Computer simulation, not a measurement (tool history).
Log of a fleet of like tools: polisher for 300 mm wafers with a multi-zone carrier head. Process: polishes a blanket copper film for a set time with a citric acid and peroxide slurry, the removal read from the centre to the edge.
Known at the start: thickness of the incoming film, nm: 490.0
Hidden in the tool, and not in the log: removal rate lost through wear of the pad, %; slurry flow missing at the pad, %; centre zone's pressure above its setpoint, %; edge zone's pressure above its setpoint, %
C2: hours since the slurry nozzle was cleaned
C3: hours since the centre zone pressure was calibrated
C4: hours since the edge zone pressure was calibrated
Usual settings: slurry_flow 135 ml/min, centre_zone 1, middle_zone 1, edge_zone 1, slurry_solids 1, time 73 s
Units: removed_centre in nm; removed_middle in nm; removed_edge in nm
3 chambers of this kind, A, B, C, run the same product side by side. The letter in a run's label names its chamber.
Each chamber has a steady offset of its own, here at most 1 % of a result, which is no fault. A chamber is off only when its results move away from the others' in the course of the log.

run 1C hour=14.4 | slurry_flow=135 centre_zone=1 middle_zone=1 edge_zone=1 slurry_solids=1 time=73 | wafers_polished_on_this_pad=316 C2=125.6 C3=474.9 C4=308.3 | removed_centre=144.69 removed_middle=147.79 removed_edge=148.95
run 2A hour=22.1 | slurry_flow=135 centre_zone=1 middle_zone=1 edge_zone=1 slurry_solids=1 time=73 | wafers_polished_on_this_pad=569 C2=169 C3=299.9 C4=352.2 | removed_centre=149.79 removed_middle=149.12 removed_edge=146.27
run 3B hour=29.4 | slurry_flow=135 centre_zone=1 middle_zone=1 edge_zone=1 slurry_solids=1 time=73 | wafers_polished_on_this_pad=672 C2=85.2 C3=175.5 C4=285.4 | removed_centre=149.77 removed_middle=149.34 removed_edge=151.04
run 4C hour=42.2 | slurry_flow=135 centre_zone=1 middle_zone=1 edge_zone=1 slurry_solids=1 time=73 | wafers_polished_on_this_pad=491 C2=153.4 C3=502.7 C4=336.1 | removed_centre=149.65 removed_middle=149.22 removed_edge=152.5
run 5A hour=48.9 | slurry_flow=135 centre_zone=1 middle_zone=1 edge_zone=1 slurry_solids=1 time=73 | wafers_polished_on_this_pad=738 C2=195.8 C3=326.7 C4=379 | removed_centre=149.23 removed_middle=148.86 removed_edge=145.64
-- hour=62 chamber B: worn pad replaced by a new one
run 6B hour=62.7 | slurry_flow=135 centre_zone=1 middle_zone=1 edge_zone=1 slurry_solids=1 time=73 | wafers_polished_on_this_pad=4 C2=118.5 C3=208.8 C4=318.7 | removed_centre=150.85 removed_middle=148.44 removed_edge=151.05
-- hour=66 chamber A: edge zone pressure recalibrated
run 7C hour=71 | slurry_flow=135 centre_zone=1 middle_zone=1 edge_zone=1 slurry_solids=1 time=73 | wafers_polished_on_this_pad=673 C2=182.2 C3=531.5 C4=364.9 | removed_centre=147.19 removed_middle=147.84 removed_edge=149.66
run 8A hour=82.6 | slurry_flow=135 centre_zone=1 middle_zone=1.09 edge_zone=1 slurry_solids=1 time=73 | wafers_polished_on_this_pad=951 C2=229.5 C3=360.4 C4=16.6 | removed_centre=147.9 removed_middle=159.95 removed_edge=146.37
run 9B hour=90.3 | slurry_flow=135 centre_zone=1 middle_zone=1.09 edge_zone=1 slurry_solids=1 time=73 | wafers_polished_on_this_pad=178 C2=146.1 C3=236.4 C4=346.3 | removed_centre=148.94 removed_middle=159.56 removed_edge=152.15
-- hour=91.6 chamber C: worn pad replaced by a new one
run 10A hour=99.2 | slurry_flow=135 centre_zone=1 middle_zone=1.09 edge_zone=1 slurry_solids=1 time=73 | wafers_polished_on_this_pad=1055 C2=246.1 C3=377 C4=33.2 | removed_centre=149.68 removed_middle=158.43 removed_edge=146.62
run 11B hour=110.4 | slurry_flow=135 centre_zone=1 middle_zone=1 edge_zone=1.05 slurry_solids=1 time=73 | wafers_polished_on_this_pad=305 C2=166.2 C3=256.5 C4=366.4 | removed_centre=149.83 removed_middle=149.41 removed_edge=153.29
run 12C hour=118.9 | slurry_flow=135 centre_zone=1 middle_zone=1 edge_zone=1.05 slurry_solids=1 time=73 | wafers_polished_on_this_pad=172 C2=230.1 C3=579.4 C4=412.8 | removed_centre=149.03 removed_middle=151.06 removed_edge=154.08
run 13A hour=128.3 | slurry_flow=135 centre_zone=1 middle_zone=1 edge_zone=1.05 slurry_solids=1 time=73 | wafers_polished_on_this_pad=1239 C2=275.2 C3=406.1 C4=62.3 | removed_centre=148.8 removed_middle=150.1 removed_edge=151.6
-- hour=132.7 chamber A: worn pad replaced by a new one
-- hour=134.4 chamber B: edge zone pressure recalibrated
run 14C hour=141.8 | slurry_flow=135 centre_zone=1 middle_zone=1 edge_zone=1 slurry_solids=1 time=73 | wafers_polished_on_this_pad=316 C2=253 C3=602.3 C4=435.7 | removed_centre=145.7 removed_middle=150.2 removed_edge=147.37
run 15B hour=154.8 | slurry_flow=135 centre_zone=1 middle_zone=1 edge_zone=1 slurry_solids=1 time=73 | wafers_polished_on_this_pad=585 C2=210.6 C3=300.9 C4=20.4 | removed_centre=148.89 removed_middle=151.48 removed_edge=150.8
run 16C hour=161.1 | slurry_flow=135 centre_zone=1 middle_zone=1 edge_zone=1 slurry_solids=1 time=73 | wafers_polished_on_this_pad=438 C2=272.3 C3=621.6 C4=455 | removed_centre=147.68 removed_middle=146.89 removed_edge=151.03
run 17A hour=172.8 | slurry_flow=135 centre_zone=1 middle_zone=1 edge_zone=1 slurry_solids=1 time=73 | wafers_polished_on_this_pad=253 C2=319.7 C3=450.6 C4=106.8 | removed_centre=151.72 removed_middle=149.41 removed_edge=147.88
-- hour=174.7 chamber A: slurry nozzle cleaned
run 18B hour=179.6 | slurry_flow=135 centre_zone=1.07 middle_zone=1 edge_zone=1 slurry_solids=1 time=73 | wafers_polished_on_this_pad=741 C2=235.4 C3=325.7 C4=45.2 | removed_centre=160.32 removed_middle=150.8 removed_edge=150.89
run 19B hour=192.2 | slurry_flow=135 centre_zone=1.07 middle_zone=1 edge_zone=1 slurry_solids=1 time=73 | wafers_polished_on_this_pad=821 C2=248 C3=338.3 C4=57.8 | removed_centre=159.92 removed_middle=152.1 removed_edge=150.63
-- hour=196.5 chamber C: slurry nozzle cleaned
run 20A hour=198.7 | slurry_flow=135 centre_zone=1.07 middle_zone=1 edge_zone=1 slurry_solids=1 time=73 | wafers_polished_on_this_pad=416 C2=24 C3=476.5 C4=132.7 | removed_centre=157.11 removed_middle=152.1 removed_edge=148.18
-- hour=206.9 chamber B: worn pad replaced by a new one
run 21C hour=212.7 | slurry_flow=135 centre_zone=1 middle_zone=0.89 edge_zone=1 slurry_solids=1 time=73 | wafers_polished_on_this_pad=763 C2=16.3 C3=673.2 C4=506.6 | removed_centre=147.58 removed_middle=133.73 removed_edge=152.06
-- hour=217.3 chamber C: worn pad replaced by a new one
run 22C hour=225.4 | slurry_flow=135 centre_zone=1 middle_zone=0.89 edge_zone=1 slurry_solids=1 time=73 | wafers_polished_on_this_pad=51 C2=29 C3=685.9 C4=519.3 | removed_centre=150.35 removed_middle=133.24 removed_edge=150.07
run 23B hour=234.2 | slurry_flow=135 centre_zone=1 middle_zone=0.89 edge_zone=1 slurry_solids=1 time=73 | wafers_polished_on_this_pad=172 C2=290 C3=380.3 C4=99.8 | removed_centre=147.37 removed_middle=135.7 removed_edge=148.53
run 24A hour=242 | slurry_flow=135 centre_zone=1 middle_zone=1 edge_zone=1 slurry_solids=1 time=73 | wafers_polished_on_this_pad=689 C2=67.3 C3=519.8 C4=176 | removed_centre=146.99 removed_middle=146.12 removed_edge=149.05
run 25C hour=254.6 | slurry_flow=135 centre_zone=1 middle_zone=1 edge_zone=1 slurry_solids=1 time=73 | wafers_polished_on_this_pad=235 C2=58.2 C3=715.1 C4=548.5 | removed_centre=143.81 removed_middle=147.9 removed_edge=150.9
run 26B hour=265.6 | slurry_flow=135 centre_zone=1 middle_zone=1 edge_zone=1 slurry_solids=1 time=73 | wafers_polished_on_this_pad=370 C2=321.4 C3=411.7 C4=131.2 | removed_centre=144.92 removed_middle=153.41 removed_edge=151.1
run 27A hour=275.1 | slurry_flow=135 centre_zone=1 middle_zone=1 edge_zone=1 slurry_solids=1 time=73 | wafers_polished_on_this_pad=898 C2=100.4 C3=552.9 C4=209.1 | removed_centre=143.89 removed_middle=148.88 removed_edge=146.31
run 28A hour=286.9 | slurry_flow=135 centre_zone=1 middle_zone=1 edge_zone=1 slurry_solids=1 time=73 | wafers_polished_on_this_pad=972 C2=112.2 C3=564.7 C4=220.9 | removed_centre=149.85 removed_middle=146.23 removed_edge=149.21
-- hour=294.9 chamber C: centre zone pressure recalibrated
run 29C hour=299.2 | slurry_flow=135 centre_zone=1.08 middle_zone=1 edge_zone=1 slurry_solids=1 time=73 | wafers_polished_on_this_pad=516 C2=102.8 C3=4.3 C4=593.1 | removed_centre=166.44 removed_middle=148.1 removed_edge=148.19
run 30B hour=305.9 | slurry_flow=135 centre_zone=1.08 middle_zone=1 edge_zone=1 slurry_solids=1 time=73 | wafers_polished_on_this_pad=624 C2=361.7 C3=452 C4=171.5 | removed_centre=163.75 removed_middle=147.82 removed_edge=148.94
run 31B hour=314.1 | slurry_flow=135 centre_zone=1.08 middle_zone=1 edge_zone=1 slurry_solids=1 time=73 | wafers_polished_on_this_pad=676 C2=369.9 C3=460.2 C4=179.7 | removed_centre=163.73 removed_middle=149.48 removed_edge=149.35
-- hour=320 chamber B: worn pad replaced by a new one
run 32A hour=322.6 | slurry_flow=135 centre_zone=0.9 middle_zone=1.1 edge_zone=1 slurry_solids=1 time=73 | wafers_polished_on_this_pad=1198 C2=147.9 C3=600.4 C4=256.6 | removed_centre=131.74 removed_middle=164.89 removed_edge=149.68
run 33C hour=332.9 | slurry_flow=135 centre_zone=0.9 middle_zone=1.1 edge_zone=1 slurry_solids=1 time=73 | wafers_polished_on_this_pad=729 C2=136.5 C3=38 C4=626.8 | removed_centre=131.75 removed_middle=165.21 removed_edge=149.06
-- hour=338.6 chamber A: worn pad replaced by a new one
-- hour=342.6 chamber C: worn pad replaced by a new one
run 34C hour=346.8 | slurry_flow=135 centre_zone=0.9 middle_zone=1.1 edge_zone=1 slurry_solids=1 time=73 | wafers_polished_on_this_pad=26 C2=150.4 C3=51.9 C4=640.7 | removed_centre=133.48 removed_middle=162.65 removed_edge=151.7
run 35B hour=355.6 | slurry_flow=135 centre_zone=1 middle_zone=1 edge_zone=1 slurry_solids=1 time=73 | wafers_polished_on_this_pad=224 C2=411.4 C3=501.7 C4=221.2 | removed_centre=147.7 removed_middle=149.38 removed_edge=149.1
run 36A hour=366.2 | slurry_flow=135 centre_zone=1 middle_zone=1 edge_zone=1 slurry_solids=1 time=73 | wafers_polished_on_this_pad=174 C2=191.5 C3=644 C4=300.2 | removed_centre=151.59 removed_middle=148.89 removed_edge=145.13
run 37C hour=378.6 | slurry_flow=135 centre_zone=1 middle_zone=1 edge_zone=1 slurry_solids=1 time=73 | wafers_polished_on_this_pad=227 C2=182.2 C3=83.7 C4=672.5 | removed_centre=149.97 removed_middle=147.72 removed_edge=147.84
run 38A hour=387.8 | slurry_flow=135 centre_zone=1 middle_zone=1 edge_zone=1 slurry_solids=1 time=73 | wafers_polished_on_this_pad=310 C2=213.1 C3=665.6 C4=321.8 | removed_centre=149.51 removed_middle=149.07 removed_edge=145.19
run 39B hour=397.2 | slurry_flow=135 centre_zone=1 middle_zone=1 edge_zone=1 slurry_solids=1 time=73 | wafers_polished_on_this_pad=487 C2=453 C3=543.3 C4=262.8 | removed_centre=148.09 removed_middle=149.29 removed_edge=147.36

Is one chamber off against the others, does the gauge drift, or is nothing wrong? If a chamber is off, say which, and what the likeliest cause is.

No chamber stands off beyond its own small offset, and the gauge holds steady.
